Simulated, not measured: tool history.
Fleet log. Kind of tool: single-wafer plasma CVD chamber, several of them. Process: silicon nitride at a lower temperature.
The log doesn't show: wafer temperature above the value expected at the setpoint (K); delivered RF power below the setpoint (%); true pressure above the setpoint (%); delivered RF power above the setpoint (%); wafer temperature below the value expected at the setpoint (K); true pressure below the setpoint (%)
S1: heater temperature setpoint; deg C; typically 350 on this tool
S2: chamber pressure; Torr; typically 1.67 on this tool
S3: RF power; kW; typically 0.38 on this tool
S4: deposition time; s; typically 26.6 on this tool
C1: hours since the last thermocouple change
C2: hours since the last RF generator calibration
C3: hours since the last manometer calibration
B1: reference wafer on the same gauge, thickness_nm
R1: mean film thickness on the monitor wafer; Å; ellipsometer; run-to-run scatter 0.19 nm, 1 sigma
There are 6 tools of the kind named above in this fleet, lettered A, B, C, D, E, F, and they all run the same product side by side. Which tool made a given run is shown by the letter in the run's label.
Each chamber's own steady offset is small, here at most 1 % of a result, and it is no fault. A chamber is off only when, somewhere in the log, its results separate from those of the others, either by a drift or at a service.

run,day,S1,S2,S3,S4,C1,C2,C3,B1,R1
1E,0.267,350,1.67,0.38,26.6,72.8,1178.3,1934.7,36.053,372.59
2A,0.525,350,1.67,0.38,26.6,285.7,126.9,125.8,36.106,369.58
3D,0.988,350,1.67,0.38,26.6,670.4,1264.2,1582.1,36.139,372.67
4B,1.362,350,1.67,0.38,26.6,2067.1,437.3,1705.3,36.111,375.17
5C,1.729,350,1.67,0.38,26.6,1462.6,77.1,73.6,36.05,370.78
6F,2.221,350,1.67,0.38,26.6,988.1,129.6,1169.4,36.092,367.08
7E,2.733,350,1.67,0.38,26.6,132,1237.5,1993.9,36.107,367.07
8D,3.2,350,1.67,0.38,26.6,723.5,1317.3,1635.2,36.114,369.1
9A,3.479,350,1.67,0.38,26.6,356.6,197.8,196.7,36.121,368.66
10B,3.996,350,1.67,0.38,26.6,2130.3,500.5,1768.5,36.127,370.65
11C,4.375,350,1.67,0.38,26.6,1526.1,140.6,137.1,36.072,373.8
12F,4.646,350,1.67,0.38,26.6,1046.3,187.8,1227.6,36.109,368.51
13E,5.054,350,1.67,0.38,26.6,187.7,1293.2,2049.6,36.094,367.79
14B,5.525,350,1.67,0.38,26.6,2167,537.2,1805.2,36.112,368.07
15C,6.021,350,1.67,0.38,26.6,1565.6,180.1,176.6,36.059,370.56
16F,6.275,350,1.67,0.38,26.6,1085.4,226.9,1266.7,36.113,368.29
17D,6.762,350,1.67,0.38,26.6,809,1402.8,1720.7,36.081,367.13
18A,7.292,350,1.67,0.38,26.6,448.1,289.3,288.2,36.113,367.65
19D,7.625,350,1.67,0.38,26.6,829.7,1423.5,1741.4,36.086,365.1
20A,8.025,350,1.67,0.38,26.6,465.7,306.9,305.8,36.116,367.13
21E,8.262,350,1.67,0.38,26.6,264.7,1370.2,2126.6,36.1,367.78
22B,8.567,350,1.67,0.38,26.6,2240,610.2,1878.2,36.066,369.47
23F,8.996,357,1.99,0.38,26.6,1150.7,292.2,1332,36.05,382.93
24C,9.392,357,1.99,0.38,26.6,1646.5,261,257.5,36.102,388.49
25B,9.646,357,1.99,0.38,26.6,2265.9,636.1,1904.1,36.102,387.4
26A,9.921,357,1.99,0.38,26.6,511.2,352.4,351.3,36.088,385.18
27D,10.429,357,1.99,0.38,26.6,897,1490.8,1808.7,36.082,379.45
28C,10.783,357,1.99,0.38,26.6,1679.9,294.4,290.9,36.103,387.46
29F,11.054,350,1.67,0.38,26.6,1200.1,341.6,1381.4,36.095,366.25
30E,11.488,350,1.67,0.38,26.6,342.1,1447.6,2204,36.107,365.09
31C,11.817,350,1.67,0.38,26.6,1704.7,319.2,315.7,36.095,368.63
32E,12.308,350,1.67,0.38,26.6,361.8,1467.3,2223.7,36.091,371.53
33D,12.75,350,1.41,0.38,26.6,952.7,1546.5,1864.4,36.092,340.15
34B,13.033,350,1.41,0.38,26.6,2347.2,717.4,1985.4,36.104,352.36
35F,13.262,350,1.41,0.38,26.6,1253.1,394.6,1434.4,36.121,354.56
36A,13.588,350,1.41,0.38,26.6,599.2,440.4,439.3,36.098,351.23
37A,14.021,350,1.41,0.38,26.6,609.6,450.8,449.7,36.139,350.4
38F,14.354,350,1.41,0.38,26.6,1279.3,420.8,1460.6,36.048,352.16

Decide between three cases: one chamber stands off from its peers, the gauge reading all wafers drifts, or nothing is wrong past each chamber's small offset. Where a chamber is off, say which and what most likely put it there.

Little by little, chamber D moves away from the other chambers.
Most likely cause: delivered RF power below the setpoint (%) = 7.5.

Below are 4 candidate recipes for chamber D's next run, each the usual settings with a change, their results shown as question marks. Which of them brings D's results back in line with what the other chambers give on the usual settings?
In line means no further than this from the other chambers' mean on the usual settings: R1 6.5 Å
39D-1,14.733,350,1.67,0.375,25.8,,,,,?
39D-2,14.733,350,1.68,0.38,26.8,,,,,?
39D-3,14.733,350,1.67,0.405,26.6,,,,,?
39D-4,14.733,350,1.67,0.38,26.5,,,,,?

Other chambers, usual settings, mean: R1 369.09 Å
run,R1
39D-1,341.55
39D-2,358.32
39D-3,369.65
39D-4,353.74
39D-3 brings the chamber back in line.

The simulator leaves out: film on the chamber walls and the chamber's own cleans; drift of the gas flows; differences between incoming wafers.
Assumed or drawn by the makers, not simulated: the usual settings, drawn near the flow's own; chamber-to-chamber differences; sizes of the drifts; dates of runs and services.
